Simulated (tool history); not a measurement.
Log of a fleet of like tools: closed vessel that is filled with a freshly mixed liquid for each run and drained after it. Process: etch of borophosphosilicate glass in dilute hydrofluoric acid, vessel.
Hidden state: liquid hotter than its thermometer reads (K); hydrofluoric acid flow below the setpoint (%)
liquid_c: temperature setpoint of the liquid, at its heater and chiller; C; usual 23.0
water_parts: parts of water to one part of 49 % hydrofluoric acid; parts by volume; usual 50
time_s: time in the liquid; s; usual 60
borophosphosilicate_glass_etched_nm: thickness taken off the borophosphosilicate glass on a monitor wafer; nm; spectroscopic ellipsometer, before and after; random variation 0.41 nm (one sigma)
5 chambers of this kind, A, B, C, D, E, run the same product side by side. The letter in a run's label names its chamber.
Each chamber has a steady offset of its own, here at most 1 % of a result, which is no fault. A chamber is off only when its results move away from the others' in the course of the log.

run,hour,liquid_c,water_parts,time_s,hours since the thermometer was replaced,hours since the hydrofluoric acid flow meter was replaced,"read-back film thickness of the borophosphosilicate glass reference wafer, read on the same gauge (nm)",borophosphosilicate_glass_etched_nm
1A,13.0,23.0,50,60,2356.8,883.6,130.02,88.802
2E,25.2,23.0,50,60,145.0,905.1,130.02,88.856
3B,31.9,23.0,50,60,467.0,758.6,130.01,89.439
4D,42.8,23.0,50,60,609.4,2086.0,129.98,90.413
5C,54.5,23.0,50,60,1311.2,946.1,129.99,90.043
6D,63.0,23.0,50,60,629.6,2106.2,130.00,89.954
7A,71.2,23.0,50,60,2415.0,941.8,129.99,88.306
8B,82.2,23.0,30,90,517.3,808.9,130.00,225.720
9C,89.8,23.0,30,90,1346.5,981.4,130.01,228.290
10E,99.3,23.0,30,90,219.1,979.2,129.98,226.170
11E,109.3,23.0,30,90,229.1,989.2,129.99,225.090
12C,120.8,23.0,30,90,1377.5,1012.4,130.01,228.590
13A,134.3,23.0,50,60,2478.1,1004.9,130.02,87.344
14B,145.5,23.0,50,60,580.6,872.2,130.00,88.151
15D,151.8,23.0,50,60,718.4,2195.0,130.01,89.139
16B,165.4,23.0,50,60,600.5,892.1,130.00,88.227
17E,176.3,23.0,50,60,296.1,1056.2,130.02,88.665
# hour 180.2: chamber A: thermometer replaced
18C,183.2,23.0,50,60,1439.9,1074.8,130.01,87.966
19A,192.0,26.5,50,60,11.8,1062.6,129.99,100.600
20D,204.6,26.5,50,60,771.2,2247.8,130.00,103.640
# hour 205.1: chamber D: thermometer replaced
21C,212.3,26.5,50,60,1469.0,1103.9,129.99,101.690
22A,224.9,26.5,50,60,44.7,1095.5,130.01,101.480
23D,233.8,26.5,50,60,28.7,2277.0,130.01,104.290
24E,243.7,23.0,50,60,363.5,1123.6,130.01,88.745
25B,253.8,23.0,35,60,688.9,980.5,129.99,127.920
26E,264.8,23.0,35,60,384.6,1144.7,130.00,129.010
27B,277.4,23.0,35,60,712.5,1004.1,130.02,128.110
28C,284.9,23.0,35,60,1541.6,1176.5,130.01,126.270
29D,291.1,23.0,35,60,86.0,2334.3,130.00,131.090
30A,300.4,23.0,50,60,120.2,1171.0,130.00,88.545
31D,307.7,23.0,50,60,102.6,2350.9,129.97,90.460
32A,318.8,23.0,50,60,138.6,1189.4,129.99,87.889
33E,324.7,23.0,50,60,444.5,1204.6,129.99,89.382
34C,333.7,23.0,50,60,1590.4,1225.3,130.01,85.480
35B,341.7,23.0,50,60,776.8,1068.4,130.00,88.713
36B,348.9,23.0,50,60,784.0,1075.6,130.00,88.179
37D,356.1,23.0,50,60,151.0,2399.3,129.98,89.857
38E,364.3,23.0,50,60,484.1,1244.2,130.00,89.113
39C,375.9,23.0,50,60,1632.6,1267.5,130.01,85.399
40A,383.6,23.0,50,60,203.4,1254.2,130.00,88.626
41D,390.2,23.0,50,60,185.1,2433.4,129.99,90.031
42B,399.7,23.0,50,60,834.8,1126.4,129.98,88.777

All 5 chambers run these settings next. Forecast each chamber's results:
43A,409.5,21.0,50,60,,,,?
43B,409.5,21.0,50,60,,,,?
43C,409.5,21.0,50,60,,,,?
43D,409.5,21.0,50,60,,,,?
43E,409.5,21.0,50,60,,,,?

run,borophosphosilicate_glass_etched_nm
43A,80.929
43B,81.032
43C,78.925
43D,82.958
43E,81.756

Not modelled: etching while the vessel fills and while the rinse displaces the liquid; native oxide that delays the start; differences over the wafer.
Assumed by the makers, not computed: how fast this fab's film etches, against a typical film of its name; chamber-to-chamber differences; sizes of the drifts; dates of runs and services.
